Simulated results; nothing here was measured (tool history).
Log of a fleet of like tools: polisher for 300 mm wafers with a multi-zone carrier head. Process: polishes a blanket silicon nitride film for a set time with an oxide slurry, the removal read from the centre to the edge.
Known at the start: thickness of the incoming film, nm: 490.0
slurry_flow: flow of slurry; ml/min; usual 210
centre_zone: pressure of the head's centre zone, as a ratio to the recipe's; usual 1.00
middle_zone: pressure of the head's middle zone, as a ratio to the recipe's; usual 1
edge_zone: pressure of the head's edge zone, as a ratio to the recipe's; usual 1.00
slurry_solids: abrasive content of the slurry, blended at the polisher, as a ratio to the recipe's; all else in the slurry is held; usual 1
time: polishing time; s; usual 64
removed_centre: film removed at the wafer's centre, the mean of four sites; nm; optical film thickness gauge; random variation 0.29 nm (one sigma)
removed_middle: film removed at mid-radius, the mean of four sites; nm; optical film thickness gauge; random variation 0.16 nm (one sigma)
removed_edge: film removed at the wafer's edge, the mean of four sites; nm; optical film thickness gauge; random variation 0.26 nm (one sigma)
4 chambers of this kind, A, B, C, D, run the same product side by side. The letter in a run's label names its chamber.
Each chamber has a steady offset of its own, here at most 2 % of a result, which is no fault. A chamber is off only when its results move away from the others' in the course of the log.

run,hour,slurry_flow,centre_zone,middle_zone,edge_zone,slurry_solids,time,wafers polished on this pad,hours since the slurry nozzle was cleaned,hours since the centre zone pressure was calibrated,hours since the edge zone pressure was calibrated,removed_centre,removed_middle,removed_edge
1B,4.3,210,1.00,1,1.00,1,64,330,520.4,345.5,790.8,24.855,25.303,25.462
2A,9.5,210,1.00,1,1.00,1,64,250,366.4,176.2,1266.8,25.365,25.705,25.132
3C,16.0,210,1.00,1,1.00,1,64,1258,100.9,44.9,725.5,25.694,25.396,25.256
4D,22.2,210,1.00,1,1.00,1,64,707,344.1,125.6,402.7,25.829,25.471,25.552
5D,27.6,210,1.00,1,1.00,1,64,752,349.5,131.0,408.1,25.441,25.655,25.843
# hour 28.3: chamber B: centre zone pressure recalibrated
6A,31.4,210,1.00,1,1.00,1,64,432,388.3,198.1,1288.7,25.526,25.759,25.214
# hour 34.3: chamber D: worn pad replaced by a new one
7C,37.4,210,0.95,1,1.00,1,64,1436,122.3,66.3,746.9,24.033,25.461,25.310
8B,44.2,210,0.95,1,1.00,1,64,662,560.3,16.0,830.7,23.933,25.239,25.326
# hour 46.3: chamber B: worn pad replaced by a new one
9B,47.7,210,0.95,1,1.00,1,64,12,563.8,19.5,834.2,24.207,25.344,25.608
# hour 49.9: chamber C: worn pad replaced by a new one
10D,52.9,210,0.95,1,1.00,1,64,154,374.8,156.3,433.4,24.149,25.414,25.885
11A,58.8,210,1.00,1,1.00,1,64,660,415.7,225.5,1316.1,25.845,25.205,24.979
12C,65.2,210,1.00,1,1.00,1,64,127,150.1,94.1,774.7,25.457,25.483,25.393
# hour 67.9: chamber A: worn pad replaced by a new one
13C,69.3,210,1.00,1,1.00,1,64,161,154.2,98.2,778.8,26.265,25.611,25.720
14B,74.9,210,1.00,1,1.00,1,64,238,591.0,46.7,861.4,24.931,25.029,25.414
15D,78.3,210,1.00,1,1.00,1,64,365,400.2,181.7,458.8,25.778,25.758,25.271
16A,81.5,210,1.00,1,1.00,1,64,113,438.4,248.2,1338.8,25.669,25.493,24.990
17D,85.2,210,1.00,1,1.00,1,64,423,407.1,188.6,465.7,25.784,25.844,24.897
18B,91.7,210,1.00,1,1.00,1,64,378,607.8,63.5,878.2,25.190,25.185,26.010
19C,98.1,210,1.00,1,0.94,1,46,401,183.0,127.0,807.6,18.275,18.344,17.549
20A,102.7,210,1.00,1,0.94,1,46,289,459.6,269.4,1360.0,18.489,18.309,17.327
21C,106.7,210,1.00,1,0.94,1,46,472,191.6,135.6,816.2,18.295,18.449,17.735
# hour 106.8: chamber A: slurry nozzle cleaned
22D,112.9,210,1.00,1,0.94,1,46,653,434.8,216.3,493.4,18.638,18.195,17.731
23A,116.2,210,1.00,1,1.00,1,64,402,9.5,282.9,1373.5,25.485,25.418,25.334
24B,121.9,210,1.00,1,1.00,1,64,629,638.0,93.7,908.4,25.377,25.427,25.727
# hour 124.5: chamber D: worn pad replaced by a new one
25B,127.5,210,1.00,1,0.90,1,73,675,643.6,99.3,914.0,28.876,28.800,27.749
# hour 132.1: chamber B: worn pad replaced by a new one
26A,133.6,210,1.00,1,0.90,1,73,546,26.9,300.3,1390.9,29.444,29.244,27.045
27C,137.6,210,1.00,1,0.90,1,73,729,222.5,166.5,847.1,28.573,28.971,27.414
28D,141.0,210,1.00,1,0.90,1,73,137,462.9,244.4,521.5,28.807,29.254,27.407
29B,144.8,210,1.00,1,1.00,1,64,105,660.9,116.6,931.3,25.004,25.236,25.715
# hour 150.5: chamber C: slurry nozzle cleaned
30C,151.3,210,1.00,1,1.00,1,64,843,0.9,180.2,860.8,25.625,25.209,25.296
31A,155.2,210,1.00,1,1.00,1,64,726,48.5,321.9,1412.5,25.866,25.531,25.511
32D,158.9,210,1.00,1,1.00,1,64,286,480.8,262.3,539.4,25.724,25.724,25.263
33C,163.8,165,1.00,1,1.00,1,64,947,13.4,192.7,873.3,24.807,24.595,24.292
# hour 167.4: chamber A: worn pad replaced by a new one
34B,171.1,165,1.00,1,1.00,1,64,324,687.2,142.9,957.6,24.134,24.284,24.609
35D,174.8,165,1.00,1,1.00,1,64,418,496.7,278.2,555.3,25.219,24.628,24.642
36A,180.5,165,1.00,1,1.00,1,64,109,73.8,347.2,1437.8,24.220,24.615,24.551
37C,185.8,210,1.00,1,1.00,1,64,1130,35.4,214.7,895.3,25.090,25.650,24.786
38A,192.1,210,1.00,1,1.00,1,64,205,85.4,358.8,1449.4,25.513,25.587,25.824

Is one chamber off against the others, does the gauge drift, or is nothing wrong? If a chamber is off, say which, and what the likeliest cause is.

No chamber stands off beyond its own small offset, and the gauge holds steady.
